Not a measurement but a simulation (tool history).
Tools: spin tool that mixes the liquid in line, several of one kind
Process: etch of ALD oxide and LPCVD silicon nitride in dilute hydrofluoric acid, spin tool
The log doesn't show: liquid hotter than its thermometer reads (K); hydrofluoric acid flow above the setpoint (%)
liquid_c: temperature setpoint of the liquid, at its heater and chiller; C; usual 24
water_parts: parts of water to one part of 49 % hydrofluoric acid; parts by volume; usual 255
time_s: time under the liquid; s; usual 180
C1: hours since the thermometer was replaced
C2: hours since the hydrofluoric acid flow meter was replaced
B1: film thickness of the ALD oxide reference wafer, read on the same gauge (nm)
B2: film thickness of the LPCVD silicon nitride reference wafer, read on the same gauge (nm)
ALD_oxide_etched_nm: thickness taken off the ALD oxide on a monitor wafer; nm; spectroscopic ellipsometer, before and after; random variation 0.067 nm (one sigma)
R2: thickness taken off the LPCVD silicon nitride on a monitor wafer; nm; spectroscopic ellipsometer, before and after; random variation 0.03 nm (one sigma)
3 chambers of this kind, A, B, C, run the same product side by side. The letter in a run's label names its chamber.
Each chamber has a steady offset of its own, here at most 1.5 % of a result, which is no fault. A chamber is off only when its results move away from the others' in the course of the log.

{"run": "1B", "hour": 6.7, "liquid_c": 24, "water_parts": 255, "time_s": 180, "C1": 1791.2, "C2": 1025.3, "B1": 39.997, "B2": 110.03, "ALD_oxide_etched_nm": 17.408, "R2": 0.39039}
{"run": "2A", "hour": 14.4, "liquid_c": 24, "water_parts": 255, "time_s": 180, "C1": 701.7, "C2": 1073.7, "B1": 39.989, "B2": 110.04, "ALD_oxide_etched_nm": 17.286, "R2": 0.37448}
{"run": "3C", "hour": 21.4, "liquid_c": 24, "water_parts": 255, "time_s": 180, "C1": 588.5, "C2": 377.7, "B1": 39.997, "B2": 109.99, "ALD_oxide_etched_nm": 17.386, "R2": 0.36761}
{"run": "4C", "hour": 25.9, "liquid_c": 24, "water_parts": 255, "time_s": 180, "C1": 593.0, "C2": 382.2, "B1": 40.005, "B2": 109.96, "ALD_oxide_etched_nm": 17.291, "R2": 0.43341}
{"run": "5B", "hour": 35.0, "liquid_c": 24, "water_parts": 255, "time_s": 180, "C1": 1819.5, "C2": 1053.6, "B1": 40.009, "B2": 109.99, "ALD_oxide_etched_nm": 17.601, "R2": 0.43941}
{"run": "6A", "hour": 43.0, "liquid_c": 24, "water_parts": 255, "time_s": 180, "C1": 730.3, "C2": 1102.3, "B1": 40.002, "B2": 110.0, "ALD_oxide_etched_nm": 17.274, "R2": 0.44234}
{"run": "7B", "hour": 49.9, "liquid_c": 24, "water_parts": 255, "time_s": 180, "C1": 1834.4, "C2": 1068.5, "B1": 39.993, "B2": 109.97, "ALD_oxide_etched_nm": 17.4, "R2": 0.41001}
{"run": "8A", "hour": 54.2, "liquid_c": 24, "water_parts": 255, "time_s": 180, "C1": 741.5, "C2": 1113.5, "B1": 40.019, "B2": 110.02, "ALD_oxide_etched_nm": 17.193, "R2": 0.36287}
{"run": "9C", "hour": 62.0, "liquid_c": 24, "water_parts": 360, "time_s": 255, "C1": 629.1, "C2": 418.3, "B1": 40.021, "B2": 110.01, "ALD_oxide_etched_nm": 15.673, "R2": 0.46039}
{"run": "10C", "hour": 67.9, "liquid_c": 24, "water_parts": 360, "time_s": 255, "C1": 635.0, "C2": 424.2, "B1": 39.989, "B2": 110.04, "ALD_oxide_etched_nm": 15.728, "R2": 0.38393}
{"run": "11A", "hour": 72.3, "liquid_c": 24, "water_parts": 360, "time_s": 255, "C1": 759.6, "C2": 1131.6, "B1": 40.009, "B2": 109.96, "ALD_oxide_etched_nm": 15.537, "R2": 0.42586}
{"run": "12B", "hour": 78.7, "liquid_c": 24, "water_parts": 255, "time_s": 180, "C1": 1863.2, "C2": 1097.3, "B1": 39.993, "B2": 110.02, "ALD_oxide_etched_nm": 17.456, "R2": 0.42039}
{"run": "13C", "hour": 84.8, "liquid_c": 24, "water_parts": 255, "time_s": 180, "C1": 651.9, "C2": 441.1, "B1": 40.026, "B2": 110.02, "ALD_oxide_etched_nm": 17.368, "R2": 0.36639}
{"run": "14B", "hour": 91.4, "liquid_c": 24, "water_parts": 255, "time_s": 180, "C1": 1875.9, "C2": 1110.0, "B1": 39.999, "B2": 110.0, "ALD_oxide_etched_nm": 17.45, "R2": 0.38255}
{"run": "15A", "hour": 99.5, "liquid_c": 24, "water_parts": 255, "time_s": 180, "C1": 786.8, "C2": 1158.8, "B1": 40.028, "B2": 110.01, "ALD_oxide_etched_nm": 17.317, "R2": 0.42131}
{"run": "16A", "hour": 108.9, "liquid_c": 24, "water_parts": 255, "time_s": 180, "C1": 796.2, "C2": 1168.2, "B1": 39.98, "B2": 110.01, "ALD_oxide_etched_nm": 17.385, "R2": 0.4296}
{"run": "17C", "hour": 118.3, "liquid_c": 19, "water_parts": 255, "time_s": 180, "C1": 685.4, "C2": 474.6, "B1": 40.004, "B2": 110.02, "ALD_oxide_etched_nm": 14.516, "R2": 0.31764}
{"run": "18B", "hour": 124.0, "liquid_c": 19, "water_parts": 255, "time_s": 180, "C1": 1908.5, "C2": 1142.6, "B1": 39.998, "B2": 110.02, "ALD_oxide_etched_nm": 14.458, "R2": 0.29588}
{"run": "19B", "hour": 131.6, "liquid_c": 19, "water_parts": 255, "time_s": 180, "C1": 1916.1, "C2": 1150.2, "B1": 40.006, "B2": 109.99, "ALD_oxide_etched_nm": 14.398, "R2": 0.30152}
{"hour": 133.1, "done": "chamber C: hydrofluoric acid flow meter replaced"}
{"run": "20C", "hour": 140.9, "liquid_c": 24, "water_parts": 255, "time_s": 180, "C1": 708.0, "C2": 7.8, "B1": 40.003, "B2": 109.98, "ALD_oxide_etched_nm": 17.331, "R2": 0.41154}
{"run": "21A", "hour": 145.1, "liquid_c": 24, "water_parts": 255, "time_s": 80, "C1": 832.4, "C2": 1204.4, "B1": 40.004, "B2": 110.03, "ALD_oxide_etched_nm": 7.8201, "R2": 0.18889}
{"run": "22C", "hour": 149.2, "liquid_c": 24, "water_parts": 255, "time_s": 80, "C1": 716.3, "C2": 16.1, "B1": 39.984, "B2": 110.0, "ALD_oxide_etched_nm": 7.681, "R2": 0.1809}
{"run": "23B", "hour": 154.8, "liquid_c": 24, "water_parts": 255, "time_s": 80, "C1": 1939.3, "C2": 1173.4, "B1": 40.019, "B2": 109.98, "ALD_oxide_etched_nm": 7.7802, "R2": 0.18997}
{"run": "24A", "hour": 159.5, "liquid_c": 24, "water_parts": 255, "time_s": 180, "C1": 846.8, "C2": 1218.8, "B1": 39.992, "B2": 110.04, "ALD_oxide_etched_nm": 17.63, "R2": 0.47236}
{"run": "25A", "hour": 163.8, "liquid_c": 24, "water_parts": 255, "time_s": 180, "C1": 851.1, "C2": 1223.1, "B1": 40.001, "B2": 110.02, "ALD_oxide_etched_nm": 17.641, "R2": 0.40994}

All 3 chambers run these settings next. Forecast each chamber's results:
{"run": "26A", "hour": 170.6, "liquid_c": 24, "water_parts": 255, "time_s": 180, "ALD_oxide_etched_nm": "?", "R2": "?"}
{"run": "26B", "hour": 170.6, "liquid_c": 24, "water_parts": 255, "time_s": 180, "ALD_oxide_etched_nm": "?", "R2": "?"}
{"run": "26C", "hour": 170.6, "liquid_c": 24, "water_parts": 255, "time_s": 180, "ALD_oxide_etched_nm": "?", "R2": "?"}

run=26A ALD_oxide_etched_nm=17.6860 R2=0.35162
run=26B ALD_oxide_etched_nm=17.3940 R2=0.41393
run=26C ALD_oxide_etched_nm=17.2120 R2=0.39214

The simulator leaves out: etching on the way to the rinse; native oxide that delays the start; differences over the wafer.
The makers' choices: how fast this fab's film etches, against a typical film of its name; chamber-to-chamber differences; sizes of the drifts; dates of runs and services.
